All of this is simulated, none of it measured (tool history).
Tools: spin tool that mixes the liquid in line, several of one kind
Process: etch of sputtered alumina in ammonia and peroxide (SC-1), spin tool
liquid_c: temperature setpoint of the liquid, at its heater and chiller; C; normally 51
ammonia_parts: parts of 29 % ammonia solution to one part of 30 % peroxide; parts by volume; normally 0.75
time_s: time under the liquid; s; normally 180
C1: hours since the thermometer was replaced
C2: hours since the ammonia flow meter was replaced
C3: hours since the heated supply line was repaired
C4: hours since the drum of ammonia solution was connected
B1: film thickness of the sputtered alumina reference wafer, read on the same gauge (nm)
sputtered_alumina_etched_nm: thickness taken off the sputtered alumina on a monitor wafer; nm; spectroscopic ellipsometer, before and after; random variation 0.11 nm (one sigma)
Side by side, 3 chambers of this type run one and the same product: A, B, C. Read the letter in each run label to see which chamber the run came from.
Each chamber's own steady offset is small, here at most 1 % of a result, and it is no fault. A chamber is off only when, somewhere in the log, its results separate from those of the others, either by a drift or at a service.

Run 1A, hour 4.8: usual settings; C1 577.6; C2 747.4; C3 416.4; C4 500.2; B1 39.988. Result: sputtered_alumina_etched_nm 12.115 nm.
Run 2B, hour 11.1: usual settings; C1 2362.6; C2 955.4; C3 990.8; C4 1027.9; B1 40.029. Result: sputtered_alumina_etched_nm 12.12 nm.
At hour 11.6: chamber B: new drum of ammonia solution connected.
Run 3C, hour 20.2: usual settings; C1 133.7; C2 357.6; C3 1167.9; C4 278.1; B1 40.016. Result: sputtered_alumina_etched_nm 12.184 nm.
Run 4C, hour 27.4: usual settings; C1 140.9; C2 364.8; C3 1175.1; C4 285.3; B1 40.029. Result: sputtered_alumina_etched_nm 12.208 nm.
Run 5A, hour 35.2: usual settings; C1 608; C2 777.8; C3 446.8; C4 530.6; B1 40.001. Result: sputtered_alumina_etched_nm 12.147 nm.
Run 6B, hour 44.3: usual settings; C1 2395.8; C2 988.6; C3 1024; C4 32.8; B1 40.042. Result: sputtered_alumina_etched_nm 12.077 nm.
Run 7C, hour 49.6: usual settings; C1 163.1; C2 387; C3 1197.3; C4 307.5; B1 39.992. Result: sputtered_alumina_etched_nm 12.098 nm.
Run 8A, hour 55.8: usual settings; C1 628.6; C2 798.4; C3 467.4; C4 551.2; B1 40.051. Result: sputtered_alumina_etched_nm 12.064 nm.
Run 9B, hour 64.9: usual settings; C1 2416.4; C2 1009.2; C3 1044.6; C4 53.4; B1 39.976. Result: sputtered_alumina_etched_nm 12.217 nm.
Run 10B, hour 71: usual settings; C1 2422.5; C2 1015.3; C3 1050.7; C4 59.5; B1 40.046. Result: sputtered_alumina_etched_nm 12.238 nm.
Run 11A, hour 79.8: usual settings; C1 652.6; C2 822.4; C3 491.4; C4 575.2; B1 39.984. Result: sputtered_alumina_etched_nm 11.626 nm.
Run 12C, hour 85.6: usual settings; C1 199.1; C2 423; C3 1233.3; C4 343.5; B1 40.004. Result: sputtered_alumina_etched_nm 12.243 nm.
At hour 94.9: chamber B: ammonia flow meter replaced.
Run 13B, hour 94.9: usual settings; C1 2446.4; C2 0.1; C3 1074.6; C4 83.4; B1 39.984. Result: sputtered_alumina_etched_nm 12.201 nm.
Run 14A, hour 100.8: usual settings; C1 673.6; C2 843.4; C3 512.4; C4 596.2; B1 40.007. Result: sputtered_alumina_etched_nm 11.699 nm.
Run 15C, hour 105.9: usual settings; C1 219.4; C2 443.3; C3 1253.6; C4 363.8; B1 39.964. Result: sputtered_alumina_etched_nm 12.143 nm.
Run 16C, hour 114.2: usual settings; C1 227.7; C2 451.6; C3 1261.9; C4 372.1; B1 40.024. Result: sputtered_alumina_etched_nm 11.899 nm.
Run 17A, hour 123.8: usual settings but liquid_c 41.5 C, ammonia_parts 1.1 parts by volume; C1 696.6; C2 866.4; C3 535.4; C4 619.2; B1 40.003. Result: sputtered_alumina_etched_nm 6.9711 nm.
Run 18B, hour 131.2: usual settings but liquid_c 41.5 C, ammonia_parts 1.1 parts by volume; C1 2482.7; C2 36.4; C3 1110.9; C4 119.7; B1 39.995. Result: sputtered_alumina_etched_nm 7.2713 nm.
Run 19B, hour 135.8: usual settings but liquid_c 41.5 C, ammonia_parts 1.1 parts by volume; C1 2487.3; C2 41; C3 1115.5; C4 124.3; B1 40.005. Result: sputtered_alumina_etched_nm 7.1923 nm.
At hour 140.3: chamber C: new drum of ammonia solution connected.
Run 20A, hour 142.6: usual settings; C1 715.4; C2 885.2; C3 554.2; C4 638; B1 39.996. Result: sputtered_alumina_etched_nm 11.132 nm.
Run 21C, hour 150.4: usual settings; C1 263.9; C2 487.8; C3 1298.1; C4 10.2; B1 39.996. Result: sputtered_alumina_etched_nm 11.827 nm.

For the next run the whole fleet of 3 chambers uses the same settings. Give each chamber's results:
Run 22A, hour 157.3: usual settings but liquid_c 58 C. Result: sputtered_alumina_etched_nm ?.
Run 22B, hour 157.3: usual settings but liquid_c 58 C. Result: sputtered_alumina_etched_nm ?.
Run 22C, hour 157.3: usual settings but liquid_c 58 C. Result: sputtered_alumina_etched_nm ?.

run  sputtered_alumina_etched_nm
22A                       15.866
22B                       17.725
22C                       17.642
